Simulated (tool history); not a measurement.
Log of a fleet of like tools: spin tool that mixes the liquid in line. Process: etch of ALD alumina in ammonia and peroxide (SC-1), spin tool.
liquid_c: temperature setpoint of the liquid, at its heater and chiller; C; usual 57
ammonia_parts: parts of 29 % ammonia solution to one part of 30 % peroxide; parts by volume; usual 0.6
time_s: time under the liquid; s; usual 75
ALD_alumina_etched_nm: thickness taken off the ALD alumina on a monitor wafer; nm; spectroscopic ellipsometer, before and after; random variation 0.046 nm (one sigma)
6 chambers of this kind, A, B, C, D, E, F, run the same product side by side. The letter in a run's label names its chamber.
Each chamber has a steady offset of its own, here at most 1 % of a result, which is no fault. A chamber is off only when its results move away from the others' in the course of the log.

run,hour,liquid_c,ammonia_parts,time_s,"read-back film thickness of the ALD alumina reference wafer, read on the same gauge (nm)",ALD_alumina_etched_nm
1F,9.2,57,0.6,75,70.026,5.2424
2C,18.4,57,0.6,75,69.998,5.3359
3A,29.5,57,0.6,75,69.970,5.4192
4E,38.7,57,0.6,75,70.011,5.2155
# hour 45.6: chamber A: thermometer replaced
5D,46.3,57,0.6,75,70.000,5.3030
6B,53.9,57,0.6,75,69.996,5.4358
7F,61.7,61,0.6,75,69.985,6.5412
8E,71.8,61,0.6,75,70.003,6.5101
9C,80.0,61,0.6,75,69.965,6.6411
10A,85.7,61,0.6,75,70.046,6.5003
11B,92.8,61,0.6,75,69.952,6.5878
12D,103.9,61,0.6,75,69.988,6.6387
13A,112.6,57,0.7,110,70.014,7.8288
14C,123.2,57,0.7,110,69.964,7.9174
15F,133.3,57,0.7,110,69.972,7.8989
# hour 136.1: chamber B: ammonia flow meter replaced
16E,144.2,57,0.7,110,69.959,7.9637
# hour 148.9: chamber D: new drum of ammonia solution connected
17B,149.7,57,0.7,110,69.988,8.0221
# hour 150.5: chamber C: new drum of ammonia solution connected
18D,159.8,57,0.7,110,69.993,7.9458
19B,167.4,57,0.6,75,70.012,5.3253
# hour 171.2: chamber F: heated supply line repaired
20E,177.5,57,0.6,100,69.993,7.1392
21F,184.3,57,0.6,100,69.963,7.0516
22D,193.8,57,0.6,100,70.009,7.0935
23C,203.2,57,0.6,100,69.988,7.1836
# hour 206.7: chamber F: new drum of ammonia solution connected
24A,213.0,57,0.6,100,70.009,6.8497
25B,220.9,57,0.6,100,70.047,7.1016
26F,227.5,57,0.6,75,70.042,5.2889
27C,237.4,66,0.5,75,70.002,8.2795
28A,245.3,66,0.5,75,69.989,7.9144
# hour 246.5: chamber C: ammonia flow meter replaced
# hour 248.7: chamber D: thermometer replaced
29D,251.6,66,0.5,75,69.968,8.2674
30E,261.3,66,0.5,75,70.044,8.1840
31F,269.4,66,0.5,75,70.014,8.3111
32A,280.6,66,0.5,75,70.019,7.7942
33E,290.2,57,0.6,75,69.970,5.2735
# hour 298.4: chamber C: heated supply line repaired
# hour 298.7: chamber F: ammonia flow meter replaced
34D,299.7,57,0.6,75,69.997,5.3234
# hour 304.8: chamber B: new drum of ammonia solution connected
35C,310.4,57,0.6,75,70.023,5.3286
36B,317.5,57,0.6,55,69.995,3.9177
37D,324.5,57,0.6,55,69.991,3.8978
38F,333.4,57,0.6,55,70.043,3.9912
39B,343.1,57,0.6,55,69.982,3.9232
40E,352.0,57,0.6,55,70.003,3.8967
41C,361.0,57,0.6,55,70.026,3.9286
42A,367.5,57,0.6,50,69.931,3.2165
43D,375.8,57,0.6,50,70.032,3.5179
# hour 380.2: chamber E: ammonia flow meter replaced
44E,383.5,57,0.6,50,70.012,3.5300

Next, every chamber runs the same settings. What will each give?
45A,391.7,57,0.6,75,,?
45B,391.7,57,0.6,75,,?
45C,391.7,57,0.6,75,,?
45D,391.7,57,0.6,75,,?
45E,391.7,57,0.6,75,,?
45F,391.7,57,0.6,75,,?

run,ALD_alumina_etched_nm
45A,4.8524
45B,5.4303
45C,5.3616
45D,5.3125
45E,5.3409
45F,5.3316

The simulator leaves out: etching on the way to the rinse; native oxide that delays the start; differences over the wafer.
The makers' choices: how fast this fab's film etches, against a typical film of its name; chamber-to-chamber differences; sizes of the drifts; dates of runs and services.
